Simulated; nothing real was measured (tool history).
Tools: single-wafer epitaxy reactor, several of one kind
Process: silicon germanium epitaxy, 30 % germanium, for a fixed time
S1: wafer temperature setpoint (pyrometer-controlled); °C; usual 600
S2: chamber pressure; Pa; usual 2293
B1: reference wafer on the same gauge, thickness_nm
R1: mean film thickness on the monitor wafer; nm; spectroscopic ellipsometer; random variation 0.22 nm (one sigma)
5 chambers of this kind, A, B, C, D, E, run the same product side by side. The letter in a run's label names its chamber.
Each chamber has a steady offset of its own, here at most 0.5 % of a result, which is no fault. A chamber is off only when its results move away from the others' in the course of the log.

{"run": "1A", "hour": 11.7, "S1": 600, "S2": 2293, "B1": 63.231, "R1": 55.273}
{"run": "2E", "hour": 22.9, "S1": 600, "S2": 2293, "B1": 63.22, "R1": 55.797}
{"run": "3B", "hour": 36.2, "S1": 600, "S2": 2293, "B1": 63.204, "R1": 55.61}
{"run": "4D", "hour": 47.6, "S1": 600, "S2": 2293, "B1": 63.173, "R1": 55.304}
{"run": "5C", "hour": 56.4, "S1": 600, "S2": 2293, "B1": 63.179, "R1": 54.982}
{"run": "6D", "hour": 64.5, "S1": 600, "S2": 2293, "B1": 63.186, "R1": 55.324}
{"run": "7B", "hour": 75.4, "S1": 600, "S2": 2293, "B1": 63.14, "R1": 55.739}
{"run": "8A", "hour": 83.3, "S1": 600, "S2": 2293, "B1": 63.158, "R1": 55.908}
{"run": "9C", "hour": 89.6, "S1": 600, "S2": 2293, "B1": 63.168, "R1": 55.404}
{"run": "10E", "hour": 97.5, "S1": 600, "S2": 2293, "B1": 63.135, "R1": 55.734}
{"run": "11C", "hour": 108.0, "S1": 600, "S2": 2293, "B1": 63.269, "R1": 55.435}
{"hour": 114.1, "done": "chamber D: capacitance manometer re-zeroed and calibrated"}
{"run": "12B", "hour": 121.4, "S1": 600, "S2": 2293, "B1": 63.201, "R1": 55.993}
{"run": "13E", "hour": 127.6, "S1": 600, "S2": 2293, "B1": 63.189, "R1": 56.02}
{"run": "14D", "hour": 136.5, "S1": 600, "S2": 2293, "B1": 63.247, "R1": 55.15}
{"run": "15A", "hour": 148.8, "S1": 600, "S2": 2293, "B1": 63.239, "R1": 55.812}
{"run": "16D", "hour": 158.9, "S1": 600, "S2": 2293, "B1": 63.309, "R1": 55.678}
{"run": "17A", "hour": 170.5, "S1": 600, "S2": 2293, "B1": 63.255, "R1": 55.751}
{"run": "18B", "hour": 182.9, "S1": 600, "S2": 2293, "B1": 63.183, "R1": 55.919}
{"run": "19E", "hour": 191.7, "S1": 600, "S2": 2293, "B1": 63.175, "R1": 56.038}
{"run": "20C", "hour": 204.0, "S1": 600, "S2": 2293, "B1": 63.218, "R1": 55.151}
{"run": "21C", "hour": 211.1, "S1": 600, "S2": 2293, "B1": 63.213, "R1": 55.367}
{"run": "22E", "hour": 218.2, "S1": 600, "S2": 2293, "B1": 63.155, "R1": 56.983}
{"run": "23B", "hour": 230.9, "S1": 605, "S2": 2680, "B1": 63.234, "R1": 64.845}
{"run": "24A", "hour": 240.6, "S1": 605, "S2": 2680, "B1": 63.229, "R1": 65.172}
{"run": "25D", "hour": 246.8, "S1": 605, "S2": 2680, "B1": 63.212, "R1": 64.824}
{"run": "26D", "hour": 257.5, "S1": 605, "S2": 2680, "B1": 63.222, "R1": 65.054}
{"run": "27C", "hour": 267.0, "S1": 605, "S2": 2680, "B1": 63.163, "R1": 64.462}
{"run": "28B", "hour": 278.5, "S1": 600, "S2": 2293, "B1": 63.198, "R1": 55.904}
{"run": "29A", "hour": 285.6, "S1": 600, "S2": 2293, "B1": 63.194, "R1": 55.595}
{"run": "30E", "hour": 298.9, "S1": 600, "S2": 2026, "B1": 63.178, "R1": 54.648}
{"run": "31B", "hour": 307.6, "S1": 600, "S2": 2026, "B1": 63.193, "R1": 53.163}
{"run": "32D", "hour": 318.9, "S1": 600, "S2": 2026, "B1": 63.224, "R1": 52.435}
{"run": "33C", "hour": 329.5, "S1": 600, "S2": 2026, "B1": 63.227, "R1": 52.385}
{"run": "34E", "hour": 340.5, "S1": 600, "S2": 2026, "B1": 63.232, "R1": 55.122}
{"run": "35A", "hour": 347.4, "S1": 600, "S2": 2293, "B1": 63.274, "R1": 56.024}
{"run": "36D", "hour": 359.9, "S1": 600, "S2": 2293, "B1": 63.272, "R1": 55.177}
{"run": "37E", "hour": 365.8, "S1": 600, "S2": 2293, "B1": 63.178, "R1": 57.744}
{"run": "38C", "hour": 372.1, "S1": 609, "S2": 1827, "B1": 63.198, "R1": 59.161}
{"run": "39B", "hour": 380.5, "S1": 609, "S2": 1827, "B1": 63.217, "R1": 60.11}
{"run": "40A", "hour": 393.0, "S1": 609, "S2": 1827, "B1": 63.123, "R1": 59.923}
{"run": "41C", "hour": 400.7, "S1": 609, "S2": 1827, "B1": 63.191, "R1": 59.083}
{"run": "42B", "hour": 411.4, "S1": 609, "S2": 1827, "B1": 63.152, "R1": 60.312}
{"run": "43D", "hour": 420.3, "S1": 600, "S2": 2293, "B1": 63.211, "R1": 55.397}
{"run": "44E", "hour": 428.0, "S1": 600, "S2": 2293, "B1": 63.202, "R1": 58.109}

All 5 chambers run these settings next. Forecast each chamber's results:
{"run": "45A", "hour": 437.6, "S1": 600, "S2": 2293, "R1": "?"}
{"run": "45B", "hour": 437.6, "S1": 600, "S2": 2293, "R1": "?"}
{"run": "45C", "hour": 437.6, "S1": 600, "S2": 2293, "R1": "?"}
{"run": "45D", "hour": 437.6, "S1": 600, "S2": 2293, "R1": "?"}
{"run": "45E", "hour": 437.6, "S1": 600, "S2": 2293, "R1": "?"}

run=45A R1=55.663
run=45B R1=55.804
run=45C R1=54.818
run=45D R1=55.177
run=45E R1=58.118
